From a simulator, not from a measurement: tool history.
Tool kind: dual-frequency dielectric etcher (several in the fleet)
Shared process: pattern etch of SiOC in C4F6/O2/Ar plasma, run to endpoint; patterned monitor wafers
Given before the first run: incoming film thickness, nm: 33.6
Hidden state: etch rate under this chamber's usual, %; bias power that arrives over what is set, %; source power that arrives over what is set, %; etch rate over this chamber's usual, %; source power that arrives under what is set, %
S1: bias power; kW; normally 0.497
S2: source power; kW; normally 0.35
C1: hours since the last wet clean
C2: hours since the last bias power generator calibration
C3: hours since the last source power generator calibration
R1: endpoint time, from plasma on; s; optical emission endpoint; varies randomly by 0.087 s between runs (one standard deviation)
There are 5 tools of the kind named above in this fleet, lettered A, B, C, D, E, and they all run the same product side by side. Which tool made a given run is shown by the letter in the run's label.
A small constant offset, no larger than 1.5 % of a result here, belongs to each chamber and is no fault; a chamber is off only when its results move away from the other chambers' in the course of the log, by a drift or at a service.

run 1A day=0.379 | S1=0.497 S2=0.35 | C1=298 C2=2246.4 C3=931.6 | R1=12.011
run 2E day=0.671 | S1=0.497 S2=0.35 | C1=203.9 C2=552.9 C3=2700.5 | R1=12.098
run 3B day=0.858 | S1=0.497 S2=0.35 | C1=100 C2=2487.5 C3=3718.3 | R1=11.663
-- day=1.071 chamber B: source power generator calibrated
run 4D day=1.242 | S1=0.497 S2=0.35 | C1=72.2 C2=2908.6 C3=529 | R1=11.817
run 5C day=1.604 | S1=0.574 S2=0.3 | C1=164.5 C2=2386.6 C3=2983.2 | R1=11.912
run 6E day=1.971 | S1=0.574 S2=0.3 | C1=235.1 C2=584.1 C3=2731.7 | R1=11.906
run 7B day=2.238 | S1=0.574 S2=0.3 | C1=133.1 C2=2520.6 C3=28.1 | R1=11.727
run 8D day=2.5 | S1=0.574 S2=0.3 | C1=102.4 C2=2938.8 C3=559.2 | R1=11.69
-- day=2.683 chamber A: bias power generator calibrated
run 9A day=2.75 | S1=0.574 S2=0.3 | C1=354.9 C2=1.6 C3=988.5 | R1=12.188
run 10C day=3.167 | S1=0.604 S2=0.27 | C1=202 C2=2424.1 C3=3020.7 | R1=12.187
run 11B day=3.429 | S1=0.604 S2=0.27 | C1=161.7 C2=2549.2 C3=56.7 | R1=12.083
run 12C day=3.85 | S1=0.604 S2=0.27 | C1=218.4 C2=2440.5 C3=3037.1 | R1=12.178
run 13D day=4.179 | S1=0.604 S2=0.27 | C1=142.7 C2=2979.1 C3=599.5 | R1=11.945
run 14A day=4.475 | S1=0.604 S2=0.27 | C1=396.3 C2=43 C3=1029.9 | R1=12.417
run 15E day=4.888 | S1=0.497 S2=0.35 | C1=305.1 C2=654.1 C3=2801.7 | R1=11.892
run 16E day=5.283 | S1=0.497 S2=0.35 | C1=314.6 C2=663.6 C3=2811.2 | R1=11.971
run 17D day=5.708 | S1=0.497 S2=0.35 | C1=179.4 C2=3015.8 C3=636.2 | R1=11.729
run 18A day=6.046 | S1=0.497 S2=0.35 | C1=434 C2=80.7 C3=1067.6 | R1=12.203
-- day=6.388 chamber C: source power generator calibrated
run 19C day=6.412 | S1=0.497 S2=0.35 | C1=279.9 C2=2502 C3=0.7 | R1=12.009
-- day=6.608 chamber E: wet clean of the chamber
run 20B day=6.642 | S1=0.497 S2=0.35 | C1=238.8 C2=2626.3 C3=133.8 | R1=11.965
run 21B day=6.862 | S1=0.497 S2=0.35 | C1=244.1 C2=2631.6 C3=139.1 | R1=11.767
run 22D day=7.117 | S1=0.497 S2=0.35 | C1=213.2 C2=3049.6 C3=670 | R1=11.644
run 23A day=7.517 | S1=0.497 S2=0.35 | C1=469.3 C2=116 C3=1102.9 | R1=12.326
run 24C day=7.817 | S1=0.497 S2=0.35 | C1=313.6 C2=2535.7 C3=34.4 | R1=12.057
run 25E day=8.238 | S1=0.497 S2=0.35 | C1=39.2 C2=734.5 C3=2882.1 | R1=11.968
run 26C day=8.625 | S1=0.497 S2=0.35 | C1=333 C2=2555.1 C3=53.8 | R1=11.985
run 27A day=8.962 | S1=0.591 S2=0.43 | C1=504 C2=150.7 C3=1137.6 | R1=10.754
run 28E day=9.233 | S1=0.591 S2=0.43 | C1=63.1 C2=758.4 C3=2906 | R1=10.398
run 29D day=9.579 | S1=0.591 S2=0.43 | C1=272.3 C2=3108.7 C3=729.1 | R1=10.322
run 30B day=9.829 | S1=0.591 S2=0.43 | C1=315.3 C2=2702.8 C3=210.3 | R1=10.299
run 31B day=10.071 | S1=0.591 S2=0.43 | C1=321.1 C2=2708.6 C3=216.1 | R1=10.215
run 32E day=10.442 | S1=0.497 S2=0.35 | C1=92.1 C2=787.4 C3=2935 | R1=11.845
run 33C day=10.717 | S1=0.497 S2=0.35 | C1=383.2 C2=2605.3 C3=104 | R1=11.853
run 34A day=11.025 | S1=0.497 S2=0.35 | C1=553.5 C2=200.2 C3=1187.1 | R1=12.299
run 35D day=11.412 | S1=0.586 S2=0.3 | C1=316.3 C2=3152.7 C3=773.1 | R1=11.605
run 36B day=11.704 | S1=0.586 S2=0.3 | C1=360.3 C2=2747.8 C3=255.3 | R1=11.821
run 37E day=12.1 | S1=0.586 S2=0.3 | C1=131.9 C2=827.2 C3=2974.8 | R1=11.764
run 38C day=12.471 | S1=0.586 S2=0.3 | C1=425.3 C2=2647.4 C3=146.1 | R1=11.809
run 39A day=12.725 | S1=0.586 S2=0.3 | C1=594.3 C2=241 C3=1227.9 | R1=12.161
run 40D day=13.058 | S1=0.497 S2=0.35 | C1=355.8 C2=3192.2 C3=812.6 | R1=11.82
run 41C day=13.271 | S1=0.497 S2=0.35 | C1=444.5 C2=2666.6 C3=165.3 | R1=11.844
run 42A day=13.479 | S1=0.497 S2=0.35 | C1=612.4 C2=259.1 C3=1246 | R1=12.553
run 43B day=13.904 | S1=0.497 S2=0.35 | C1=413.1 C2=2800.6 C3=308.1 | R1=11.675
run 44D day=14.283 | S1=0.497 S2=0.35 | C1=385.2 C2=3221.6 C3=842 | R1=11.673

Does one chamber stand apart from the rest, does the shared gauge drift, or is all well apart from small per-chamber offsets? Give the chamber and the most likely cause, where there is one.

Chamber A drifts away from the others.
What lies behind it: etch rate under this chamber's usual, % = 4.62.

Below are 4 candidate recipes for chamber A's next run, each the usual settings with a change, their results shown as question marks. Which of them brings A's results back in line with what the other chambers give on the usual settings?
In-line tolerance around the mean of the other chambers on the usual settings: R1 0.3 s
run 45A-1 day=14.596 | S1=0.417 S2=0.35 | R1=?
run 45A-2 day=14.596 | S1=0.497 S2=0.34 | R1=?
run 45A-3 day=14.596 | S1=0.516 S2=0.35 | R1=?
run 45A-4 day=14.596 | S1=0.577 S2=0.35 | R1=?

Mean of the other chambers on the usual settings: R1 11.849 s
run=45A-1 R1=13.437
run=45A-2 R1=12.734
run=45A-3 R1=12.425
run=45A-4 R1=11.913
45A-4 is the one that brings the chamber's results back in line with the other chambers.
